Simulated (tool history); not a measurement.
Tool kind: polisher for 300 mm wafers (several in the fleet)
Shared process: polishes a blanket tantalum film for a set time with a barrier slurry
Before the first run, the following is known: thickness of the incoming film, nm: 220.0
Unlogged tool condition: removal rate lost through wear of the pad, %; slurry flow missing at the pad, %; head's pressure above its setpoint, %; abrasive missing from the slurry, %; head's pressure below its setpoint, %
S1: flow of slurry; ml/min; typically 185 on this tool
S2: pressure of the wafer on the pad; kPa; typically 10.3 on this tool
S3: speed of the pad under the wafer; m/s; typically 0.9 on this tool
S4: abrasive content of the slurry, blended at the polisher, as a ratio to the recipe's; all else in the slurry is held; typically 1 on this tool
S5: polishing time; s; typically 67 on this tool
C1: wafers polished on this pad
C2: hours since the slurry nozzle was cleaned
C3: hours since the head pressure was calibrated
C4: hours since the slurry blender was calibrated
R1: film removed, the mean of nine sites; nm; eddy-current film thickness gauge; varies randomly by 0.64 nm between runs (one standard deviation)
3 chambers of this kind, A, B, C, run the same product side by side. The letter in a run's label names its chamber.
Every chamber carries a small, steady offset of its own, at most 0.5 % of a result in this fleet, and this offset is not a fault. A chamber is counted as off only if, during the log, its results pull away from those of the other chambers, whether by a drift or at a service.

run	hour	S1	S2	S3	S4	S5	C1	C2	C3	C4	R1
1A	7.2	185	10.3	0.9	1	67	270	103	646.7	110.8	62.752
2C	14	185	10.3	0.9	1	67	816	281.8	254.7	189.7	62.749
3B	20.6	185	10.3	0.9	1	67	580	532.2	152	432.5	63.191
4B	29.7	185	10.3	0.9	1	67	665	541.3	161.1	441.6	64.129
5A	35.7	185	12.4	0.9	1	67	536	131.5	675.2	139.3	75.691
6C	40.3	185	12.4	0.9	1	67	1061	308.1	281	216	74.749
# hour 42.8: chamber A: slurry blender recalibrated
7C	48.2	185	12.4	0.9	1	67	1134	316	288.9	223.9	75.453
8B	56.4	185	10.3	0.9	1	67	913	568	187.8	468.3	62.447
9A	64.1	185	10.3	0.9	1	67	800	159.9	703.6	21.3	62.213
# hour 67.3: chamber B: slurry blender recalibrated
# hour 71.3: chamber B: worn pad replaced by a new one
10A	72.2	185	10.3	0.9	1	67	876	168	711.7	29.4	62.788
# hour 73.7: chamber A: worn pad replaced by a new one
11C	80.1	185	10.3	0.9	1	67	1431	347.9	320.8	255.8	61.269
12B	87.6	185	7.6	0.9	1	74	152	599.2	219	20.4	50.192
13B	92.3	185	7.6	0.9	1	74	196	603.9	223.7	25.1	51.101
14C	101.1	185	7.6	0.9	1	74	1627	368.9	341.8	276.8	49.265
15A	108.6	185	10.3	0.9	1	67	325	204.4	748.1	65.8	63.133
16A	113.2	185	10.3	0.9	1	67	368	209	752.7	70.4	62.427
17B	117.3	185	10.3	0.9	1	67	429	628.9	248.7	50.1	63.227
18C	123.7	185	10.3	0.9	1	67	1837	391.5	364.4	299.4	59.582
19A	128.6	185	13.1	0.9	1	67	511	224.4	768.1	85.8	78.775
20C	136.4	185	13.1	0.9	1	67	1956	404.2	377.1	312.1	75.277
21B	140.7	185	13.1	0.9	1	67	646	652.3	272.1	73.5	79.214
22A	146.8	210	10.3	1.06	1	67	681	242.6	786.3	104	74.934
23C	151.2	210	10.3	1.06	1	67	2093	419	391.9	326.9	70.891
24B	156.6	210	10.3	1.06	1	67	794	668.2	288	89.4	75.112
# hour 157.1: chamber A: worn pad replaced by a new one
25A	164.6	185	10.3	0.9	1	67	69	260.4	804.1	121.8	62.392
26C	172.8	185	10.3	0.9	1	67	2294	440.6	413.5	348.5	57.469
# hour 174.7: chamber B: worn pad replaced by a new one
27B	177	185	10.3	0.9	1	67	21	688.6	308.4	109.8	62.375
28C	181.6	185	10.3	0.9	1	67	2376	449.4	422.3	357.3	57.937

Decide between three cases: one chamber stands off from its peers, the gauge reading all wafers drifts, or nothing is wrong past each chamber's small offset. Where a chamber is off, say which and what most likely put it there.

Chamber C drifts away from the others.
Likeliest cause: removal rate lost through wear of the pad, % = 8.37.
Not necessarily distinguishable in this log from: slurry flow missing at the pad, %; head's pressure below its setpoint, %; abrasive missing from the slurry, %.

Which of the 4 candidates below, each the usual settings with something changed and its results left as question marks, puts chamber C back in line with what the other chambers give on the usual settings?
In line means no further than this from the other chambers' mean on the usual settings: R1 2.2 nm
29C-1	188.3	185	10.3	0.92	1	67					?
29C-2	188.3	160	10.3	0.9	1	67					?
29C-3	188.3	185	10.3	0.98	1	67					?
29C-4	188.3	185	10.3	0.82	1	67					?

Mean of the other chambers on the usual settings: R1 62.541 nm
run	R1
29C-1	58.663
29C-2	56.158
29C-3	62.472
29C-4	52.314
With 29C-3, the chamber falls back in line with the rest.
